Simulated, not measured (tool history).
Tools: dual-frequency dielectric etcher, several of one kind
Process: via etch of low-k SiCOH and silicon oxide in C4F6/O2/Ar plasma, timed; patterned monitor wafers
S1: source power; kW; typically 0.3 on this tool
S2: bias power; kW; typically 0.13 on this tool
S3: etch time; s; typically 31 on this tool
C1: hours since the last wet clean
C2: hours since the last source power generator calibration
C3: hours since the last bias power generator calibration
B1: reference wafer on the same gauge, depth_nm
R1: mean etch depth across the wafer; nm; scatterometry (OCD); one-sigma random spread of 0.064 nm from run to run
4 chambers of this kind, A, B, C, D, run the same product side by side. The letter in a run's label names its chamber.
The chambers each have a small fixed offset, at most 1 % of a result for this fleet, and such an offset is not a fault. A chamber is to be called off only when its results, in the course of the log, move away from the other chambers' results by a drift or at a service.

| run | hour | S1 | S2 | S3 | C1 | C2 | C3 | B1 | R1 |
|---|---|---|---|---|---|---|---|---|---|
| 1C | 4 | 0.3 | 0.13 | 31 | 177.2 | 742.7 | 836.4 | 64.996 | 59.113 |
| 2D | 6.5 | 0.3 | 0.13 | 31 | 81.7 | 3653.5 | 576.6 | 64.995 | 59.498 |
| 3A | 10.8 | 0.3 | 0.13 | 31 | 573.8 | 1001.5 | 1337.3 | 64.992 | 59.364 |
| 4B | 14.7 | 0.3 | 0.13 | 31 | 592.5 | 286.2 | 199.5 | 64.956 | 59.685 |
| 5D | 18.7 | 0.3 | 0.13 | 31 | 93.9 | 3665.7 | 588.8 | 64.943 | 59.403 |
| 6C | 21 | 0.3 | 0.13 | 31 | 194.2 | 759.7 | 853.4 | 64.957 | 59.087 |
| 7B | 25.1 | 0.3 | 0.13 | 31 | 602.9 | 296.6 | 209.9 | 64.94 | 59.684 |
| 8A | 27.5 | 0.3 | 0.13 | 31 | 590.5 | 1018.2 | 1354 | 64.943 | 59.291 |
| 9B | 30.1 | 0.3 | 0.13 | 31 | 607.9 | 301.6 | 214.9 | 64.945 | 59.653 |
| 10A | 33.1 | 0.3 | 0.13 | 31 | 596.1 | 1023.8 | 1359.6 | 64.923 | 59.26 |
| 11C | 37.6 | 0.3 | 0.13 | 31 | 210.8 | 776.3 | 870 | 64.887 | 58.978 |
| 12D | 42.6 | 0.3 | 0.13 | 31 | 117.8 | 3689.6 | 612.7 | 64.925 | 59.264 |
| 13B | 46.4 | 0.3 | 0.13 | 31 | 624.2 | 317.9 | 231.2 | 64.924 | 59.531 |
| 14C | 48.8 | 0.3 | 0.13 | 31 | 222 | 787.5 | 881.2 | 64.879 | 59.041 |
|  | 50.6 | chamber B: wet clean of the chamber |
| 15A | 53.2 | 0.3 | 0.13 | 31 | 616.2 | 1043.9 | 1379.7 | 64.868 | 59.339 |
|  | 56.2 | chamber A: wet clean of the chamber |
| 16D | 57.6 | 0.3 | 0.13 | 31 | 132.8 | 3704.6 | 627.7 | 64.888 | 59.28 |
| 17C | 61.7 | 0.3 | 0.13 | 31 | 234.9 | 800.4 | 894.1 | 64.876 | 59.03 |
| 18D | 65.4 | 0.3 | 0.102 | 31 | 140.6 | 3712.4 | 635.5 | 64.847 | 55.272 |
| 19A | 70.3 | 0.3 | 0.102 | 31 | 14.2 | 1061 | 1396.8 | 64.859 | 55.333 |
| 20B | 74.8 | 0.3 | 0.102 | 31 | 24.2 | 346.3 | 259.6 | 64.823 | 55.46 |
| 21D | 77.2 | 0.3 | 0.102 | 31 | 152.4 | 3724.2 | 647.3 | 64.839 | 55.241 |
| 22C | 81.7 | 0.3 | 0.13 | 31 | 254.9 | 820.4 | 914.1 | 64.82 | 59.077 |
| 23B | 85.6 | 0.3 | 0.13 | 31 | 35 | 357.1 | 270.4 | 64.818 | 59.597 |
| 24A | 90.6 | 0.36 | 0.151 | 31 | 34.5 | 1081.3 | 1417.1 | 64.824 | 66.373 |
| 25A | 93.2 | 0.36 | 0.151 | 31 | 37.1 | 1083.9 | 1419.7 | 64.787 | 66.309 |
| 26D | 97.6 | 0.36 | 0.151 | 31 | 172.8 | 3744.6 | 667.7 | 64.783 | 66.553 |
| 27C | 102.6 | 0.36 | 0.151 | 31 | 275.8 | 841.3 | 935 | 64.787 | 66.344 |
| 28B | 106 | 0.3 | 0.13 | 31 | 55.4 | 377.5 | 290.8 | 64.766 | 59.459 |
| 29C | 108.4 | 0.3 | 0.13 | 31 | 281.6 | 847.1 | 940.8 | 64.751 | 58.98 |
| 30D | 111.5 | 0.3 | 0.13 | 31 | 186.7 | 3758.5 | 681.6 | 64.753 | 59.117 |
| 31B | 115.1 | 0.3 | 0.13 | 31 | 64.5 | 386.6 | 299.9 | 64.749 | 59.452 |
| 32A | 117.9 | 0.37 | 0.13 | 31 | 61.8 | 1108.6 | 1444.4 | 64.742 | 64.228 |
| 33A | 122.1 | 0.37 | 0.13 | 31 | 66 | 1112.8 | 1448.6 | 64.72 | 64.173 |
| 34C | 124.8 | 0.37 | 0.13 | 31 | 298 | 863.5 | 957.2 | 64.737 | 63.914 |
| 35B | 127.4 | 0.37 | 0.13 | 31 | 76.8 | 398.9 | 312.2 | 64.72 | 64.606 |

For the next run the whole fleet of 4 chambers uses the same settings. Give each chamber's results:
| 36A | 131.2 | 0.3 | 0.13 | 31 |  |  |  |  | ? |
| 36B | 131.2 | 0.3 | 0.13 | 31 |  |  |  |  | ? |
| 36C | 131.2 | 0.3 | 0.13 | 31 |  |  |  |  | ? |
| 36D | 131.2 | 0.3 | 0.13 | 31 |  |  |  |  | ? |

| run | R1 |
|---|---|
| 36A | 59.115 |
| 36B | 59.361 |
| 36C | 58.893 |
| 36D | 59.203 |
